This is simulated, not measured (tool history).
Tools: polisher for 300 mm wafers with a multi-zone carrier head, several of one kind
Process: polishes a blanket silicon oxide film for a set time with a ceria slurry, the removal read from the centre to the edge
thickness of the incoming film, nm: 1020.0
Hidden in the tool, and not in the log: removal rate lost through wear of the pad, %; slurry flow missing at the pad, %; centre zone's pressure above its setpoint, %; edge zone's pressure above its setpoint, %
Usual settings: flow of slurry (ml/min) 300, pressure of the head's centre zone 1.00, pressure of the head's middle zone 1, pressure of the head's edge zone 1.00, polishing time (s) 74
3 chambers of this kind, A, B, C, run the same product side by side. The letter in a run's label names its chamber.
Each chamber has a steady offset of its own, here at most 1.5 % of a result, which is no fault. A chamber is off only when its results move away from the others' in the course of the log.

run   hour  flow of slurry (ml/min)  pressure of the head's centre zone  pressure of the head's middle zone  pressure of the head's edge zone  polishing time (s)  wafers polished on this pad  hours since the slurry nozzle was cleaned  hours since the centre zone pressure was calibrated  hours since the edge zone pressure was calibrated  film removed at the wafer's centre (Å)  film removed at mid-radius (Å)  film removed at the wafer's edge (Å)
 1C    4.1                      300                                1.00                                   1                              1.00                  74                          750                                       81.1                                               1033.5                                              219.9                                  2923.5                          2826.5                                2894.5
 2B    8.9                      300                                1.00                                   1                              1.00                  74                          205                                      628.5                                                582.0                                              288.7                                  2932.3                          2878.9                                2888.9
       9.3  -- chamber A: worn pad replaced by a new one
 3A   13.1                      300                                1.00                                   1                              1.00                  74                           39                                      357.1                                                 27.1                                              215.6                                  2898.7                          2917.4                                2924.1
 4A   18.2                      300                                1.00                                   1                              1.00                  74                           91                                      362.2                                                 32.2                                              220.7                                  2889.8                          2871.3                                2891.1
 5C   21.0                      200                                1.00                                   1                              1.00                  74                          923                                       98.0                                               1050.4                                              236.8                                  2750.7                          2718.5                                2793.6
 6B   26.9                      200                                1.00                                   1                              1.00                  74                          388                                      646.5                                                600.0                                              306.7                                  2760.3                          2721.3                                2783.8
 7C   31.4                      200                                1.00                                   1                              1.00                  74                         1029                                      108.4                                               1060.8                                              247.2                                  2744.8                          2729.8                                2796.8
      32.8  -- chamber B: edge zone pressure recalibrated
      33.0  -- chamber B: slurry nozzle cleaned
 8B   35.3                      300                                1.00                                   1                              1.00                  74                          474                                        2.3                                                608.4                                                2.5                                  2900.2                          2881.1                                2901.0
 9A   38.2                      300                                1.00                                   1                              1.00                  74                          295                                      382.2                                                 52.2                                              240.7                                  2907.1                          2908.6                                2938.9
10B   43.1                      300                                1.05                                   1                              1.00                  74                          554                                       10.1                                                616.2                                               10.3                                  3124.6                          2899.9                                2899.8
11A   49.0                      300                                1.05                                   1                              1.00                  74                          405                                      393.0                                                 63.0                                              251.5                                  3001.6                          2894.8                                2890.0
      50.9  -- chamber C: centre zone pressure recalibrated
12C   52.2                      300                                1.05                                   1                              1.00                  74                         1241                                      129.2                                                  1.4                                              268.0                                  3442.3                          2858.0                                2919.1
      52.5  -- chamber C: worn pad replaced by a new one
13C   56.0                      300                                1.00                                   1                              1.00                  74                           36                                      133.0                                                  5.2                                              271.8                                  3214.4                          2878.3                                2914.1
14B   59.5                      300                                1.00                                   1                              1.00                  74                          721                                       26.5                                                632.6                                               26.7                                  2938.6                          2909.3                                2929.5
15A   63.5                      300                                1.00                                   1                              1.00                  74                          553                                      407.5                                                 77.5                                              266.0                                  2816.1                          2919.3                                2846.5
      68.8  -- chamber A: worn pad replaced by a new one
16B   68.9                      300                                1.00                                   1                              1.00                  74                          817                                       35.9                                                642.0                                               36.1                                  2925.5                          2860.7                                2921.1
17A   73.9                      300                                1.00                                   1                              1.00                  74                           52                                      417.9                                                 87.9                                              276.4                                  2851.5                          2899.0                                2912.5
18C   77.5                      300                                0.90                                   1                              0.88                  74                          255                                      154.5                                                 26.7                                              293.3                                  2855.9                          2931.1                                2744.4
19C   83.2                      300                                0.90                                   1                              0.88                  74                          313                                      160.2                                                 32.4                                              299.0                                  2844.8                          2852.5                                2696.8
      84.7  -- chamber B: worn pad replaced by a new one
20A   87.4                      300                                0.90                                   1                              0.88                  74                          190                                      431.4                                                101.4                                              289.9                                  2523.8                          2936.0                                2705.8
21B   90.7                      300                                1.00                                   1                              1.00                  74                           61                                       57.7                                                663.8                                               57.9                                  2952.2                          2919.0                                2886.8
22C   94.4                      300                                1.00                                   1                              1.00                  74                          428                                      171.4                                                 43.6                                              310.2                                  3199.3                          2876.8                                2935.2
23A   99.2                      300                                1.00                                   1                              1.00                  74                          310                                      443.2                                                113.2                                              301.7                                  2900.9                          2889.4                                2890.1
24B  104.8                      300                                1.00                                   1                              1.00                  74                          205                                       71.8                                                677.9                                               72.0                                  2940.5                          2886.8                                2874.0
25B  110.9                      300                                1.00                                   1                              1.00                  74                          267                                       77.9                                                684.0                                               78.1                                  2902.7                          2883.1                                2876.7
26A  114.6                      300                                1.00                                   1                              1.00                  74                          467                                      458.6                                                128.6                                              317.1                                  2861.7                          2835.2                                2928.1
     118.9  -- chamber A: worn pad replaced by a new one
27C  120.8                      300                                1.00                                   1                              1.00                  74                          697                                      197.8                                                 70.0                                              336.6                                  3160.6                          2906.6                                2945.9
28A  125.2                      215                                1.00                                   1                              1.00                  74                           64                                      469.2                                                139.2                                              327.7                                  2748.2                          2803.8                                2785.2
29B  129.6                      215                                1.00                                   1                              1.00                  74                          458                                       96.6                                                702.7                                               96.8                                  2770.6                          2801.9                                2818.1
30C  134.1                      215                                1.00                                   1                              1.00                  74                          833                                      211.1                                                 83.3                                              349.9                                  3023.7                          2686.6                                2832.9
31C  140.4                      300                                1.00                                   1                              1.00                  74                          897                                      217.4                                                 89.6                                              356.2                                  3173.0                          2905.5                                2894.6
32A  143.4                      300                                1.00                                   1                              1.00                  74                          250                                      487.4                                                157.4                                              345.9                                  2834.0                          2902.9                                2889.0
33B  149.4                      300                                1.00                                   1                              1.00                  74                          660                                      116.4                                                722.5                                              116.6                                  2920.2                          2878.2                                2889.5
34B  154.8                      300                                1.00                                   1                              1.00                  74                          715                                      121.8                                                727.9                                              122.0                                  2939.8                          2902.0                                2912.4
35A  158.1                      300                                1.00                                   1                              1.00                  74                          400                                      502.1                                                172.1                                              360.6                                  2799.9                          2926.6                                2888.6

Is one chamber off against the others, does the gauge drift, or is nothing wrong? If a chamber is off, say which, and what the likeliest cause is.

A service left chamber C off against the others.
Cause: centre zone's pressure above its setpoint, % = 9.84.

Here are 4 candidates for chamber C's next run, each the usual settings with a change, their results left as question marks. Which one brings its results back in line with what the others give on the usual settings?
In line means no further than this from the other chambers' mean on the usual settings: film removed at the wafer's centre (Å) 100.0; film removed at mid-radius (Å) 110.0; film removed at the wafer's edge (Å) 73.0
36C-1  162.7                      295                                0.87                                1.06                              1.02                  71                                                                                                                                                                                                                       ?                               ?                                     ?
36C-2  162.7                      305                                1.07                                0.97                              0.98                  76                                                                                                                                                                                                                       ?                               ?                                     ?
36C-3  162.7                      295                                0.93                                1.03                              1.02                  72                                                                                                                                                                                                                       ?                               ?                                     ?
36C-4  162.7                      310                                1.14                                0.95                              0.97                  77                                                                                                                                                                                                                       ?                               ?                                     ?

The other chambers' mean on the usual settings: film removed at the wafer's centre (Å) 2894.6; film removed at mid-radius (Å) 2885.9; film removed at the wafer's edge (Å) 2887.5
  run  film removed at the wafer's centre (Å)  film removed at mid-radius (Å)  film removed at the wafer's edge (Å)
36C-1                                  2626.5                          2903.5                                2834.1
36C-2                                  3545.3                          2870.3                                2982.9
36C-3                                  2868.3                          2866.3                                2875.2
36C-4                                  3855.4                          2856.5                                3010.8
36C-3 brings the chamber back in line.

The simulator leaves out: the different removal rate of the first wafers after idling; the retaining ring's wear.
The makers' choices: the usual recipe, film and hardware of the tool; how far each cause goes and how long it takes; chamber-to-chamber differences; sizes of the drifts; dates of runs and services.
